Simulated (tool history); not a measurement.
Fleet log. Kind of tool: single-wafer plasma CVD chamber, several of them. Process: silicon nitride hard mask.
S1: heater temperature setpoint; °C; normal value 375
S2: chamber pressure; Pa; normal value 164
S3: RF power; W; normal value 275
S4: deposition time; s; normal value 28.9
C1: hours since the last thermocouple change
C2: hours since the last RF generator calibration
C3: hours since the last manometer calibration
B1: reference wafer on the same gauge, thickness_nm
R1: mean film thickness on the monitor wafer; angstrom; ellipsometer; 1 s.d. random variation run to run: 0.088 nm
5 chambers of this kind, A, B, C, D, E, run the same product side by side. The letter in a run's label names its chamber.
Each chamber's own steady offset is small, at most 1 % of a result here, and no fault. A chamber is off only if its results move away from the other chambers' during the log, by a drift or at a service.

run   hour   S1   S2   S3    S4      C1      C2      C3      B1      R1
 1A    4.9  375  164  275  28.9  1366.0   562.5   316.7  27.216  294.04
 2C    8.6  375  164  275  28.9    25.8  1327.1   559.5  27.184  295.52
 3E   12.8  375  164  275  28.9  1245.9   735.7  1142.9  27.204  295.92
 4B   17.6  375  164  275  28.9   388.0   724.6  1628.2  27.222  293.35
 5D   20.1  375  164  275  28.9   620.1   421.1   349.8  27.187  290.84
 6B   22.6  375  164  275  28.9   393.0   729.6  1633.2  27.216  294.48
 7A   27.5  375  164  275  28.9  1388.6   585.1   339.3  27.207  292.61
 8E   31.3  375  164  275  28.9  1264.4   754.2  1161.4  27.212  294.40
 9D   34.1  375  164  275  28.9   634.1   435.1   363.8  27.191  291.69
10C   36.9  375  164  275  28.9    54.1  1355.4   587.8  27.215  295.01
11A   40.7  375  164  275  28.9  1401.8   598.3   352.5  27.184  293.44
12B   44.8  375  164  275  28.9   415.2   751.8  1655.4  27.205  293.20
13D   49.3  375  164  275  28.9   649.3   450.3   379.0  27.191  292.51
14C   52.2  375  164  275  28.9    69.4  1370.7   603.1  27.214  296.00
15E   56.9  375  135  255  28.9  1290.0   779.8  1187.0  27.205  261.74
16A   59.3  375  135  255  28.9  1420.4   616.9   371.1  27.196  261.81
      63.0  -- chamber B: capacitance manometer re-zeroed and calibrated
17C   63.1  375  135  255  28.9    80.3  1381.6   614.0  27.187  262.20
18B   65.4  375  135  255  28.9   435.8   772.4     2.5  27.204  267.68
19D   70.2  375  135  255  28.9   670.2   471.2   399.9  27.191  258.84
20E   72.5  375  164  275  28.9  1305.6   795.4  1202.6  27.221  293.57
21B   76.1  375  164  275  28.9   446.5   783.1    13.2  27.211  301.25
22E   80.9  375  164  275  28.9  1314.0   803.8  1211.0  27.221  293.77
23D   83.1  375  164  275  28.9   683.1   484.1   412.8  27.207  291.22
24A   87.6  375  164  275  28.9  1448.7   645.2   399.4  27.189  292.52
25C   90.8  375  164  275  28.9   108.0  1409.3   641.7  27.195  295.46
26D   94.4  375  164  275  28.9   694.4   495.4   424.1  27.203  292.04
27A   99.4  375  164  275  28.9  1460.5   657.0   411.2  27.203  292.71
28B  103.2  375  164  275  28.9   473.6   810.2    40.3  27.202  300.90
29C  108.3  375  204  310  28.9   125.5  1426.8   659.2  27.185  341.36
30E  111.6  375  204  310  28.9  1344.7   834.5  1241.7  27.226  340.19
31D  114.4  375  204  310  28.9   714.4   515.4   444.1  27.183  337.59
32E  118.0  375  204  310  28.9  1351.1   840.9  1248.1  27.223  340.86
33C  120.9  375  204  310  28.9   138.1  1439.4   671.8  27.195  341.27
34B  125.8  375  164  275  28.9   496.2   832.8    62.9  27.219  299.23
35A  128.1  375  164  275  28.9  1489.2   685.7   439.9  27.194  293.55
36D  132.4  375  164  275  28.9   732.4   533.4   462.1  27.194  289.76
37C  136.7  375  164  275  28.9   153.9  1455.2   687.6  27.208  296.62
38A  141.4  375  164  275  28.9  1502.5   699.0   453.2  27.201  292.00

Which is it: a chamber that has drifted or been left off by a service, a gauge drift common to all chambers, or only each chamber's usual small offset? If a chamber is off, name it and its likeliest cause.

After it was serviced, chamber B no longer matches the other chambers.
Likeliest cause: true pressure above the setpoint (%) = 7.5.

Which of the 4 candidates below, each the usual settings with something changed and its results left as question marks, puts chamber B back in line with what the other chambers give on the usual settings?
Counts as in line when no further than this from what the other chambers average on the usual settings: R1 3.10 angstrom
39B-1  145.1  375  164  260  28.9                   ?
39B-2  145.1  375  163  275  28.3                   ?
39B-3  145.1  375  164  280  29.3                   ?
39B-4  145.1  375  188  275  28.9                   ?

The mean the other chambers reach with the usual settings: R1 293.73 angstrom
  run      R1
39B-1  288.90
39B-2  293.23
39B-3  307.98
39B-4  312.65
With 39B-2, the chamber falls back in line with the rest.

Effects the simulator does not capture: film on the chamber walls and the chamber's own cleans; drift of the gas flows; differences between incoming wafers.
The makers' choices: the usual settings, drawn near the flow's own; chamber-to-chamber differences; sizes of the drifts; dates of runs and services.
